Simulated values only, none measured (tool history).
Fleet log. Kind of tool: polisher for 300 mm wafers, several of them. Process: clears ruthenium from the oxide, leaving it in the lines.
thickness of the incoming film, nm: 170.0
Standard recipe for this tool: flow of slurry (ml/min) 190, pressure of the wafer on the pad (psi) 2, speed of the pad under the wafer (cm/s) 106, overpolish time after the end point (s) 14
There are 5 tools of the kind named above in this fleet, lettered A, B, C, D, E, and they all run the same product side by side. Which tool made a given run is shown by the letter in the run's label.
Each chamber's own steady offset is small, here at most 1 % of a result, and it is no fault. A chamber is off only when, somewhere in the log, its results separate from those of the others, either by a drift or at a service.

run   hour  flow of slurry (ml/min)  pressure of the wafer on the pad (psi)  speed of the pad under the wafer (cm/s)  overpolish time after the end point (s)  wafers polished on this pad  hours since the slurry nozzle was cleaned  hours since the head pressure was calibrated  time until the end point was called (s)
 1A    6.4                      190                                       2                                      106                                       14                          775                                      193.7                                         268.9                                   148.37
 2D   16.1                      190                                       2                                      106                                       14                          722                                      168.7                                          37.2                                   145.83
 3B   22.3                      190                                       2                                      106                                       14                          704                                      502.6                                          86.8                                    144.6
      28.7  -- chamber E: worn pad replaced by a new one
 4C   29.9                      190                                       2                                      106                                       14                          840                                      145.2                                         547.1                                   144.73
 5E   38.6                      190                                       2                                      106                                       14                           84                                      505.6                                          40.7                                    145.2
 6E   45.9                      190                                       2                                      106                                       14                          146                                      512.9                                            48                                   145.88
      51.3  -- chamber C: worn pad replaced by a new one
 7A   58.1                      190                                       2                                      106                                       14                         1214                                      245.4                                         320.6                                   148.34
 8C   65.3                      190                                       2                                      106                                       14                          119                                      180.6                                         582.5                                   147.81
      66.5  -- chamber B: slurry nozzle cleaned
      71.3  -- chamber D: worn pad replaced by a new one
 9B   76.1                      190                                       2                                      106                                       14                         1162                                        9.6                                         140.6                                    145.3
      78.5  -- chamber A: worn pad replaced by a new one
10D   86.6                      190                                       2                                      106                                       14                          130                                      239.2                                         107.7                                   144.95
        94  -- chamber A: slurry nozzle cleaned
11D   97.4                      190                                       2                                      106                                       14                          222                                        250                                         118.5                                   144.61
12E  110.9                      190                                       2                                      106                                       14                          699                                      577.9                                           113                                   146.19
13A  122.5                      190                                       2                                      106                                       14                          374                                       28.6                                           385                                   146.49
14C  134.8                      190                                     2.5                                      106                                       14                          710                                      250.1                                           652                                   115.76
15B  146.6                      190                                     2.5                                      106                                       14                         1761                                       80.1                                         211.1                                   118.55
16B  157.4                      190                                     2.5                                      106                                       14                         1853                                       90.9                                         221.9                                   118.85
17A  168.8                      190                                     2.5                                      106                                       14                          768                                       74.9                                         431.3                                   116.83
     170.6  -- chamber E: worn pad replaced by a new one
     171.2  -- chamber C: worn pad replaced by a new one
18E  176.9                      190                                     2.5                                      106                                       14                           53                                      643.9                                           179                                   116.75
19C  190.2                      190                                       2                                      106                                       14                          161                                      305.5                                         707.4                                   145.27
20D  198.2                      190                                       2                                      106                                       14                         1079                                      350.8                                         219.3                                   144.98
21D  207.9                      190                                       2                                      142                                       14                         1162                                      360.5                                           229                                   109.31
     211.5  -- chamber D: worn pad replaced by a new one
22B  218.4                      190                                       2                                      142                                       14                         2372                                      151.9                                         282.9                                   115.21
23E    227                      190                                       2                                      142                                       14                          479                                        694                                         229.1                                   108.39
     230.7  -- chamber A: worn pad replaced by a new one
24A  236.5                      190                                       2                                      142                                       14                           49                                      142.6                                           499                                   110.83
25C  247.4                      190                                       2                                      142                                       14                          648                                      362.7                                         764.6                                   108.03
26D  257.2                      190                                       2                                      106                                       14                          388                                      409.8                                         278.3                                   143.28
27E  265.1                      130                                       2                                      106                                        9                          803                                      732.1                                         267.2                                    155.5
28A    271                      130                                       2                                      106                                        9                          342                                      177.1                                         533.5                                   153.32
29C  277.4                      130                                       2                                      106                                        9                          903                                      392.7                                         794.6                                   154.92
30B  284.5                      130                                       2                                      106                                        9                         2934                                        218                                           349                                   171.47
     289.9  -- chamber C: worn pad replaced by a new one
31C  291.4                      130                                       2                                      106                                        9                           13                                      406.7                                         808.6                                    156.2
     296.7  -- chamber D: slurry nozzle cleaned
32D  300.8                      190                                       2                                      106                                       14                          759                                        4.2                                         321.9                                   143.76

Decide between three cases: one chamber stands off from its peers, the gauge reading all wafers drifts, or nothing is wrong past each chamber's small offset. Where a chamber is off, say which and what most likely put it there.

Little by little, chamber B moves away from the other chambers.
Cause: removal rate lost through wear of the pad, % = 10.3.
The log may not tell that from: slurry flow missing at the pad, %; head's pressure below its setpoint, %.

Chamber B could run next with any of the 4 candidate recipes listed below; each alters the usual settings, and their results appear as question marks. Which one brings its results back in line with what the other chambers deliver on the usual settings?
Maximum distance from the other chambers' mean on the usual settings for a result to count as in line: time until the end point was called (s) 4.5
33B-1  310.6                      190                                     2.2                                      114                                       14                                                                                                                                                              ?
33B-2  310.6                      190                                       2                                       90                                       14                                                                                                                                                              ?
33B-3  310.6                      190                                     1.8                                      106                                       14                                                                                                                                                              ?
33B-4  310.6                      190                                     2.2                                      106                                       14                                                                                                                                                              ?

Mean of the other chambers on the usual settings: time until the end point was called (s) 145.88
  run  time until the end point was called (s)
33B-1                                   136.72
33B-2                                   190.61
33B-3                                   180.06
33B-4                                   147.03
33B-4 puts the chamber back in line with the other chambers.

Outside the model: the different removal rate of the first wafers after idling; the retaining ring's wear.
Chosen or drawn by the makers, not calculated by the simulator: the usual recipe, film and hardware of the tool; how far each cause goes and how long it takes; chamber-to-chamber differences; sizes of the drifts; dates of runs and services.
